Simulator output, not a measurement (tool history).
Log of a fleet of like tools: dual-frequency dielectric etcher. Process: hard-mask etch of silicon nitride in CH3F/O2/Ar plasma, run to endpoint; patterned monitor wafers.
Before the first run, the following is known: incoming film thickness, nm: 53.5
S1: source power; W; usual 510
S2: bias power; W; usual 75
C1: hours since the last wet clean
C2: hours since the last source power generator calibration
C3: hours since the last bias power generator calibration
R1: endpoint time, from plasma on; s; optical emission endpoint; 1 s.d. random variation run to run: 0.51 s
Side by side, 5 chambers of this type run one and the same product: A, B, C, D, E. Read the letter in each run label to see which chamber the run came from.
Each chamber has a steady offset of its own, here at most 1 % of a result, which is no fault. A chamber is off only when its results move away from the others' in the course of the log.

{"run": "1B", "hour": 7.5, "S1": 510, "S2": 75, "C1": 240.8, "C2": 965.7, "C3": 77.9, "R1": 69.914}
{"run": "2C", "hour": 15.5, "S1": 510, "S2": 75, "C1": 269.6, "C2": 3527.5, "C3": 842.4, "R1": 70.393}
{"run": "3D", "hour": 29.4, "S1": 510, "S2": 75, "C1": 258.3, "C2": 58.1, "C3": 2252.2, "R1": 69.142}
{"run": "4A", "hour": 43.9, "S1": 510, "S2": 75, "C1": 350.5, "C2": 273.1, "C3": 4402.1, "R1": 70.165}
{"run": "5E", "hour": 56.3, "S1": 510, "S2": 75, "C1": 443.6, "C2": 376.9, "C3": 230.9, "R1": 70.388}
{"run": "6E", "hour": 69.0, "S1": 510, "S2": 75, "C1": 456.3, "C2": 389.6, "C3": 243.6, "R1": 70.356}
{"run": "7B", "hour": 77.2, "S1": 510, "S2": 75, "C1": 310.5, "C2": 1035.4, "C3": 147.6, "R1": 71.012}
{"run": "8C", "hour": 84.7, "S1": 510, "S2": 75, "C1": 338.8, "C2": 3596.7, "C3": 911.6, "R1": 70.35}
{"hour": 94.5, "done": "chamber A: bias power generator calibrated"}
{"run": "9A", "hour": 97.9, "S1": 510, "S2": 60, "C1": 404.5, "C2": 327.1, "C3": 3.5, "R1": 74.503}
{"run": "10D", "hour": 105.0, "S1": 510, "S2": 60, "C1": 333.9, "C2": 133.7, "C3": 2327.8, "R1": 75.132}
{"run": "11C", "hour": 115.5, "S1": 510, "S2": 60, "C1": 369.6, "C2": 3627.5, "C3": 942.4, "R1": 75.786}
{"run": "12A", "hour": 126.4, "S1": 510, "S2": 60, "C1": 433, "C2": 355.6, "C3": 32, "R1": 74.835}
{"hour": 128.4, "done": "chamber E: wet clean of the chamber"}
{"run": "13E", "hour": 140.9, "S1": 510, "S2": 60, "C1": 12.6, "C2": 461.5, "C3": 315.5, "R1": 73.84}
{"run": "14B", "hour": 149.2, "S1": 420, "S2": 64, "C1": 382.5, "C2": 1107.4, "C3": 219.6, "R1": 79.726}
{"run": "15D", "hour": 163.4, "S1": 420, "S2": 64, "C1": 392.3, "C2": 192.1, "C3": 2386.2, "R1": 78.362}
{"run": "16D", "hour": 174.1, "S1": 420, "S2": 64, "C1": 403, "C2": 202.8, "C3": 2396.9, "R1": 79.034}
{"run": "17A", "hour": 188.6, "S1": 420, "S2": 64, "C1": 495.2, "C2": 417.8, "C3": 94.2, "R1": 78.592}
{"run": "18C", "hour": 195.8, "S1": 420, "S2": 64, "C1": 449.9, "C2": 3707.8, "C3": 1022.7, "R1": 78.881}
{"run": "19E", "hour": 206.8, "S1": 510, "S2": 75, "C1": 78.5, "C2": 527.4, "C3": 381.4, "R1": 69.874}
{"hour": 211.0, "done": "chamber D: wet clean of the chamber"}
{"run": "20B", "hour": 214.4, "S1": 510, "S2": 75, "C1": 447.7, "C2": 1172.6, "C3": 284.8, "R1": 70.255}
{"run": "21E", "hour": 224.7, "S1": 510, "S2": 75, "C1": 96.4, "C2": 545.3, "C3": 399.3, "R1": 69.494}
{"run": "22A", "hour": 238.9, "S1": 510, "S2": 75, "C1": 545.5, "C2": 468.1, "C3": 144.5, "R1": 69.388}
{"hour": 243.2, "done": "chamber C: source power generator calibrated"}
{"run": "23D", "hour": 248.8, "S1": 510, "S2": 75, "C1": 37.8, "C2": 277.5, "C3": 2471.6, "R1": 69.378}
{"run": "24C", "hour": 257.4, "S1": 510, "S2": 94, "C1": 511.5, "C2": 14.2, "C3": 1084.3, "R1": 64.785}
{"run": "25B", "hour": 271.8, "S1": 510, "S2": 94, "C1": 505.1, "C2": 1230, "C3": 342.2, "R1": 64.749}
{"run": "26E", "hour": 286.4, "S1": 510, "S2": 94, "C1": 158.1, "C2": 607, "C3": 461, "R1": 64.194}
{"hour": 291.9, "done": "chamber C: wet clean of the chamber"}
{"run": "27B", "hour": 294.6, "S1": 510, "S2": 94, "C1": 527.9, "C2": 1252.8, "C3": 365, "R1": 64.444}
{"run": "28A", "hour": 303.1, "S1": 510, "S2": 94, "C1": 609.7, "C2": 532.3, "C3": 208.7, "R1": 64.743}
{"run": "29D", "hour": 312.6, "S1": 510, "S2": 75, "C1": 101.6, "C2": 341.3, "C3": 2535.4, "R1": 68.247}
{"hour": 317.4, "done": "chamber A: wet clean of the chamber"}
{"run": "30C", "hour": 325.9, "S1": 510, "S2": 75, "C1": 34.1, "C2": 82.7, "C3": 1152.8, "R1": 70.332}
{"run": "31D", "hour": 335.9, "S1": 510, "S2": 75, "C1": 124.9, "C2": 364.6, "C3": 2558.7, "R1": 69.866}
{"run": "32C", "hour": 350.2, "S1": 510, "S2": 75, "C1": 58.4, "C2": 107, "C3": 1177.1, "R1": 69.151}
{"run": "33A", "hour": 363.7, "S1": 510, "S2": 75, "C1": 46.3, "C2": 592.9, "C3": 269.3, "R1": 69.201}
{"run": "34B", "hour": 371.8, "S1": 510, "S2": 75, "C1": 605.1, "C2": 1330, "C3": 442.2, "R1": 70.183}
{"run": "35E", "hour": 384.7, "S1": 510, "S2": 75, "C1": 256.4, "C2": 705.3, "C3": 559.3, "R1": 69.642}

Each of the 5 chambers runs these same settings next. Fill in every chamber's results:
{"run": "36A", "hour": 395.5, "S1": 420, "S2": 75, "R1": "?"}
{"run": "36B", "hour": 395.5, "S1": 420, "S2": 75, "R1": "?"}
{"run": "36C", "hour": 395.5, "S1": 420, "S2": 75, "R1": "?"}
{"run": "36D", "hour": 395.5, "S1": 420, "S2": 75, "R1": "?"}
{"run": "36E", "hour": 395.5, "S1": 420, "S2": 75, "R1": "?"}

run=36A R1=75.417
run=36B R1=74.886
run=36C R1=73.736
run=36D R1=75.366
run=36E R1=75.268

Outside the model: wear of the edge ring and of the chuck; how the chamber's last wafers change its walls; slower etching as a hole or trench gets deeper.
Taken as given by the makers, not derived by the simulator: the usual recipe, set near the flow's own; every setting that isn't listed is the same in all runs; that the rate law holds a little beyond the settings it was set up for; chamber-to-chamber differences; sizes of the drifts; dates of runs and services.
